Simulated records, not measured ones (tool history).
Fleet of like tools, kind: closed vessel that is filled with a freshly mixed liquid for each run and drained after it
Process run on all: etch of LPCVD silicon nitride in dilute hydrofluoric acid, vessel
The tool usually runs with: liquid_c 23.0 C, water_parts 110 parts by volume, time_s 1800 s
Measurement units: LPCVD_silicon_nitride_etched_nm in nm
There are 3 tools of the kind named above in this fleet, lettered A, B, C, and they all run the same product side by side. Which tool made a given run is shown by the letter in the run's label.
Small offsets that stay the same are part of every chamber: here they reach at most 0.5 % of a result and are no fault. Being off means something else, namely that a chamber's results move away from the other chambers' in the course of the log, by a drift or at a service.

run	day	liquid_c	water_parts	time_s	read-back film thickness of the LPCVD silicon nitride reference wafer, read on the same gauge (nm)	LPCVD_silicon_nitride_etched_nm
1B	0.562	23.0	110	1800	129.98	7.9169
2A	1.054	23.0	110	1800	130.00	7.8452
3C	1.529	23.0	110	1800	130.03	7.9401
4C	2.092	23.0	110	1800	130.00	7.8221
5B	2.346	20.0	140	1800	130.00	5.1044
6A	2.908	20.0	140	1800	130.01	5.0767
7C	3.333	20.0	140	1800	130.01	5.1569
8B	3.671	23.0	110	1800	129.96	7.9584
9A	4.121	23.0	110	1800	130.01	7.8512
10B	4.492	26.0	110	1800	129.99	9.5738
11C	5.021	26.0	110	1800	130.00	9.8588
12A	5.521	26.0	110	1800	130.01	9.5798
13C	5.792	23.0	75	1380	130.01	9.1959
14A	6.288	23.0	75	1380	130.00	8.9018
15B	6.558	23.0	75	1380	129.99	8.7570
16B	6.842	23.0	110	1800	130.00	7.8903
17A	7.183	23.0	110	1800	129.99	7.8939
18C	7.504	23.0	110	1800	130.01	8.3469
19B	7.821	23.0	110	1800	130.00	7.9071
20A	8.288	26.5	110	820	129.99	4.5444
21C	8.588	26.5	110	820	129.97	4.8307
# day 8.925: chamber B: hydrofluoric acid flow meter replaced
22B	8.946	26.5	110	820	130.00	4.5340
23C	9.412	23.0	110	1800	129.99	8.4856
# day 9.596: chamber B: thermometer replaced
24A	9.717	21.0	110	1800	130.02	6.9335
25C	10.217	21.0	110	1800	130.02	7.4597
26B	10.583	21.0	110	1800	130.02	6.8690

One chamber off, gauge drift, or nothing amiss beyond the chambers' own small offsets? If it is a chamber, which one, and what is the likeliest cause?

Little by little, chamber C moves away from the other chambers.
Cause: hydrofluoric acid flow above the setpoint (%) = 9.96.
Not necessarily distinguishable in this log from: liquid hotter than its thermometer reads (K).

Which of the 4 candidates below, each the usual settings with something changed and its results left as question marks, puts chamber C back in line with what the other chambers give on the usual settings?
A result is in line if it is within this distance of the other chambers' mean on the usual settings: LPCVD_silicon_nitride_etched_nm 0.1800 nm
27C-1	11.004	23.0	105	1885		?
27C-2	11.004	22.5	110	1690		?
27C-3	11.004	23.0	105	1800		?
27C-4	11.004	23.0	110	1710		?

Mean of the other chambers on the usual settings: LPCVD_silicon_nitride_etched_nm 7.8743 nm
run	LPCVD_silicon_nitride_etched_nm
27C-1	9.4440
27C-2	7.8203
27C-3	9.0181
27C-4	8.1861
The right change is 27C-2: it brings the chamber back within the allowed miss of the others.
